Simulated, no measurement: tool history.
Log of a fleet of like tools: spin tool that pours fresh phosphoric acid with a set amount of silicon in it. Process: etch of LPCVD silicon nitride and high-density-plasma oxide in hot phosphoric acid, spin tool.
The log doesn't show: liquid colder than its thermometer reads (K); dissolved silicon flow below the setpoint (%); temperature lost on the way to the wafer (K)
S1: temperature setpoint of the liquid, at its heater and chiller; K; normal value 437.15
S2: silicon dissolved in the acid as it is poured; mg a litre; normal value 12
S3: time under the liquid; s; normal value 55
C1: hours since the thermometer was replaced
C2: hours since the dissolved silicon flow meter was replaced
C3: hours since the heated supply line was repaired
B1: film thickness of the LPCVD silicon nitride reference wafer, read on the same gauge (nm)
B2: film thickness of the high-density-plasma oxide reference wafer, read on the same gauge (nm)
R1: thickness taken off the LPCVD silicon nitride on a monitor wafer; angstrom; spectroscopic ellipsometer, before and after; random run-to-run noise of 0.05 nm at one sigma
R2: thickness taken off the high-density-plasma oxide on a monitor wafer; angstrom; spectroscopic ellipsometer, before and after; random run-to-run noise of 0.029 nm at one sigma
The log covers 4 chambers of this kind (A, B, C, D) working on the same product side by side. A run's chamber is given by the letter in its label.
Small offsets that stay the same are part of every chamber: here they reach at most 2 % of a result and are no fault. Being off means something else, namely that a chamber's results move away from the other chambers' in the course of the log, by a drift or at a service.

Run 1D, hour 10.8: usual settings; C1 1252.6; C2 406.6; C3 1736.6; B1 80.032; B2 139.98. Result: R1 55.413 angstrom, R2 2.3088 angstrom.
At hour 11.8: chamber B: dissolved silicon flow meter replaced.
Run 2C, hour 21.7: usual settings; C1 1567.1; C2 947.7; C3 880.4; B1 80.012; B2 140.00. Result: R1 56.907 angstrom, R2 2.1717 angstrom.
Run 3B, hour 33.0: usual settings; C1 834.0; C2 21.3; C3 518.9; B1 80.015; B2 140.02. Result: R1 56.605 angstrom, R2 2.3737 angstrom.
Run 4A, hour 44.6: usual settings; C1 58.4; C2 62.0; C3 986.5; B1 79.975; B2 140.01. Result: R1 56.411 angstrom, R2 1.7669 angstrom.
Run 5B, hour 54.8: usual settings; C1 855.8; C2 43.1; C3 540.7; B1 79.985; B2 140.00. Result: R1 56.665 angstrom, R2 2.2868 angstrom.
Run 6D, hour 66.0: usual settings; C1 1307.8; C2 461.8; C3 1791.8; B1 80.030; B2 140.00. Result: R1 55.537 angstrom, R2 1.3510 angstrom.
Run 7A, hour 75.7: usual settings; C1 89.5; C2 93.1; C3 1017.6; B1 80.029; B2 139.99. Result: R1 57.396 angstrom, R2 2.4617 angstrom.
At hour 84.7: chamber C: thermometer replaced.
Run 8C, hour 88.2: usual settings; C1 3.5; C2 1014.2; C3 946.9; B1 80.006; B2 140.00. Result: R1 56.900 angstrom, R2 2.2510 angstrom.
Run 9D, hour 96.3: usual settings; C1 1338.1; C2 492.1; C3 1822.1; B1 79.982; B2 140.00. Result: R1 56.176 angstrom, R2 2.4943 angstrom.
At hour 109.2: chamber A: heated supply line repaired.
Run 10A, hour 109.4: usual settings; C1 123.2; C2 126.8; C3 0.2; B1 79.995; B2 139.99. Result: R1 57.196 angstrom, R2 1.5136 angstrom.
Run 11B, hour 117.7: usual settings; C1 918.7; C2 106.0; C3 603.6; B1 79.995; B2 140.00. Result: R1 56.942 angstrom, R2 2.0554 angstrom.
Run 12C, hour 125.0: usual settings but S1 438.15 K, S3 35 s; C1 40.3; C2 1051.0; C3 983.7; B1 79.974; B2 140.00. Result: R1 37.424 angstrom, R2 1.3446 angstrom.
Run 13C, hour 131.5: usual settings but S1 438.15 K, S3 35 s; C1 46.8; C2 1057.5; C3 990.2; B1 79.978; B2 140.01. Result: R1 36.875 angstrom, R2 1.4578 angstrom.
Run 14D, hour 140.2: usual settings but S1 438.15 K, S3 35 s; C1 1382.0; C2 536.0; C3 1866.0; B1 80.008; B2 139.98. Result: R1 36.161 angstrom, R2 1.3883 angstrom.
Run 15B, hour 149.8: usual settings but S1 438.15 K, S3 35 s; C1 950.8; C2 138.1; C3 635.7; B1 80.025; B2 140.00. Result: R1 37.566 angstrom, R2 1.5190 angstrom.
Run 16A, hour 160.0: usual settings; C1 173.8; C2 177.4; C3 50.8; B1 79.977; B2 139.97. Result: R1 58.006 angstrom, R2 2.1384 angstrom.
Run 17B, hour 172.6: usual settings but S1 438.65 K; C1 973.6; C2 160.9; C3 658.5; B1 79.986; B2 139.98. Result: R1 59.556 angstrom, R2 2.0799 angstrom.
Run 18C, hour 181.7: usual settings but S1 438.65 K; C1 97.0; C2 1107.7; C3 1040.4; B1 79.976; B2 140.00. Result: R1 60.002 angstrom, R2 2.3697 angstrom.
Run 19D, hour 188.5: usual settings but S1 438.65 K; C1 1430.3; C2 584.3; C3 1914.3; B1 80.035; B2 139.99. Result: R1 59.374 angstrom, R2 2.7619 angstrom.
Run 20A, hour 199.7: usual settings but S1 438.65 K; C1 213.5; C2 217.1; C3 90.5; B1 80.014; B2 139.99. Result: R1 59.246 angstrom, R2 2.5637 angstrom.
At hour 204.2: chamber C: dissolved silicon flow meter replaced.
Run 21D, hour 208.3: usual settings; C1 1450.1; C2 604.1; C3 1934.1; B1 80.051; B2 139.99. Result: R1 56.041 angstrom, R2 2.0735 angstrom.
Run 22A, hour 220.6: usual settings; C1 234.4; C2 238.0; C3 111.4; B1 80.009; B2 139.99. Result: R1 56.904 angstrom, R2 2.3241 angstrom.
At hour 223.5: chamber D: thermometer replaced.
Run 23B, hour 230.1: usual settings; C1 1031.1; C2 218.4; C3 716.0; B1 80.007; B2 140.01. Result: R1 56.649 angstrom, R2 2.3488 angstrom.
Run 24C, hour 237.0: usual settings; C1 152.3; C2 32.8; C3 1095.7; B1 80.026; B2 140.01. Result: R1 56.686 angstrom, R2 1.9059 angstrom.
Run 25D, hour 244.4: usual settings; C1 20.9; C2 640.2; C3 1970.2; B1 80.065; B2 140.00. Result: R1 55.770 angstrom, R2 2.5465 angstrom.

One chamber off, gauge drift, or nothing amiss beyond the chambers' own small offsets? If it is a chamber, which one, and what is the likeliest cause?

Nothing is wrong: each chamber keeps only its own small, steady offset and the gauge holds still.
